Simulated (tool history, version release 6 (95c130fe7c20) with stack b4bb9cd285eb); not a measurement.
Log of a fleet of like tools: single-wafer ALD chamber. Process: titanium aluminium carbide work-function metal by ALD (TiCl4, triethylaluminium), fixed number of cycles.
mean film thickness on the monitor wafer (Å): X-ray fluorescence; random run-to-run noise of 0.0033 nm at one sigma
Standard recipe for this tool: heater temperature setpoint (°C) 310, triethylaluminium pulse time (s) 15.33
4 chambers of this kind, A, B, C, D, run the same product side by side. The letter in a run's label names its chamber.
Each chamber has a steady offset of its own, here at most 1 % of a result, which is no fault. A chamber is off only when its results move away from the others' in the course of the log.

| run | hour | heater temperature setpoint (°C) | triethylaluminium pulse time (s) | hours since the last thermocouple change | hours since the last triethylaluminium bottle change | read-back reference wafer on the same gauge, thickness_nm | mean film thickness on the monitor wafer (Å) |
|---|---|---|---|---|---|---|---|
| 1B | 12.7 | 310 | 15.33 | 1913.4 | 1138.4 | 1.8197 | 21.423 |
| 2D | 21.3 | 310 | 15.33 | 82.2 | 603.8 | 1.8197 | 21.613 |
| 3A | 34 | 310 | 15.33 | 908.4 | 1261.2 | 1.8192 | 21.4 |
| 4C | 46.8 | 310 | 15.33 | 1627.6 | 1181.6 | 1.819 | 21.327 |
| 5C | 55.4 | 310 | 15.33 | 1636.2 | 1190.2 | 1.819 | 21.321 |
| 6B | 66.8 | 310 | 15.33 | 1967.5 | 1192.5 | 1.8177 | 21.366 |
| 7A | 78.2 | 310 | 15.33 | 952.6 | 1305.4 | 1.8189 | 21.36 |
| 8D | 85.2 | 310 | 15.33 | 146.1 | 667.7 | 1.818 | 21.638 |
| 9B | 100.3 | 310 | 15.33 | 2001 | 1226 | 1.8179 | 21.381 |
| 10C | 114.2 | 310 | 13.33 | 1695 | 1249 | 1.8175 | 21.224 |
| 11D | 123.2 | 310 | 13.33 | 184.1 | 705.7 | 1.8166 | 21.456 |
| 12A | 135.9 | 310 | 13.33 | 1010.3 | 1363.1 | 1.8169 | 21.211 |
| 13D | 146.2 | 310 | 13.33 | 207.1 | 728.7 | 1.817 | 21.492 |
| 14A | 160.6 | 310 | 11.68 | 1035 | 1387.8 | 1.8161 | 20.976 |
| 15B | 172.5 | 310 | 11.68 | 2073.2 | 1298.2 | 1.8161 | 21.195 |
| 16C | 184.6 | 310 | 11.68 | 1765.4 | 1319.4 | 1.8164 | 20.973 |
| 17C | 200 | 310 | 11.68 | 1780.8 | 1334.8 | 1.8145 | 20.983 |
| 18A | 216.2 | 310 | 9.38 | 1090.6 | 1443.4 | 1.8146 | 20.518 |
| 19D | 227.2 | 310 | 9.38 | 288.1 | 809.7 | 1.8147 | 20.774 |
| 20B | 243.5 | 310 | 9.38 | 2144.2 | 1369.2 | 1.8144 | 20.641 |
| 21A | 257.7 | 310 | 9.38 | 1132.1 | 1484.9 | 1.8139 | 20.48 |
| 22C | 265.7 | 310 | 15.33 | 1846.5 | 1400.5 | 1.8138 | 21.278 |
| 23B | 273.6 | 310 | 15.33 | 2174.3 | 1399.3 | 1.8126 | 21.405 |
| 24D | 289.1 | 310 | 15.33 | 350 | 871.6 | 1.8134 | 21.549 |
|  | 299.1 | chamber D: triethylaluminium bottle replaced |
| 25A | 302 | 310 | 15.33 | 1176.4 | 1529.2 | 1.8129 | 21.331 |
|  | 307.1 | chamber C: thermocouple changed; heater temperature recalibrated |
| 26C | 315.4 | 304 | 11.69 | 8.4 | 1450.2 | 1.8124 | 20.375 |
|  | 323.4 | chamber A: triethylaluminium bottle replaced |
| 27D | 329.1 | 304 | 11.69 | 390 | 30 | 1.8129 | 20.734 |
| 28B | 338.9 | 304 | 11.69 | 2239.6 | 1464.6 | 1.8122 | 20.591 |
| 29A | 353.5 | 304 | 11.69 | 1227.9 | 30.1 | 1.8113 | 20.479 |
| 30B | 361.4 | 310 | 15.33 | 2262.1 | 1487.1 | 1.8117 | 21.378 |
| 31D | 370.7 | 310 | 15.33 | 431.6 | 71.6 | 1.8106 | 21.518 |
| 32C | 383.7 | 310 | 15.33 | 76.7 | 1518.5 | 1.8107 | 21.296 |
| 33C | 395.3 | 310 | 15.33 | 88.3 | 1530.1 | 1.8109 | 21.289 |
| 34D | 403.7 | 310 | 15.33 | 464.6 | 104.6 | 1.8096 | 21.55 |
| 35B | 414.1 | 310 | 15.33 | 2314.8 | 1539.8 | 1.8094 | 21.293 |
|  | 421.5 | chamber C: triethylaluminium bottle replaced |
| 36A | 423.7 | 315 | 10.57 | 1298.1 | 100.3 | 1.8091 | 21.227 |
| 37B | 434.4 | 315 | 10.57 | 2335.1 | 1560.1 | 1.8094 | 21.312 |
| 38D | 446.1 | 315 | 10.57 | 507 | 147 | 1.8094 | 21.502 |
| 39A | 456.1 | 315 | 10.57 | 1330.5 | 132.7 | 1.8092 | 21.301 |
| 40C | 470.8 | 320 | 19.13 | 163.8 | 49.4 | 1.8081 | 22.238 |

Next, every chamber runs the same settings. What will each give?
| 41A | 482.6 | 319 | 15.33 |  |  |  | ? |
| 41B | 482.6 | 319 | 15.33 |  |  |  | ? |
| 41C | 482.6 | 319 | 15.33 |  |  |  | ? |
| 41D | 482.6 | 319 | 15.33 |  |  |  | ? |

| run | mean film thickness on the monitor wafer (Å) |
|---|---|
| 41A | 22.105 |
| 41B | 22.123 |
| 41C | 22.054 |
| 41D | 22.341 |
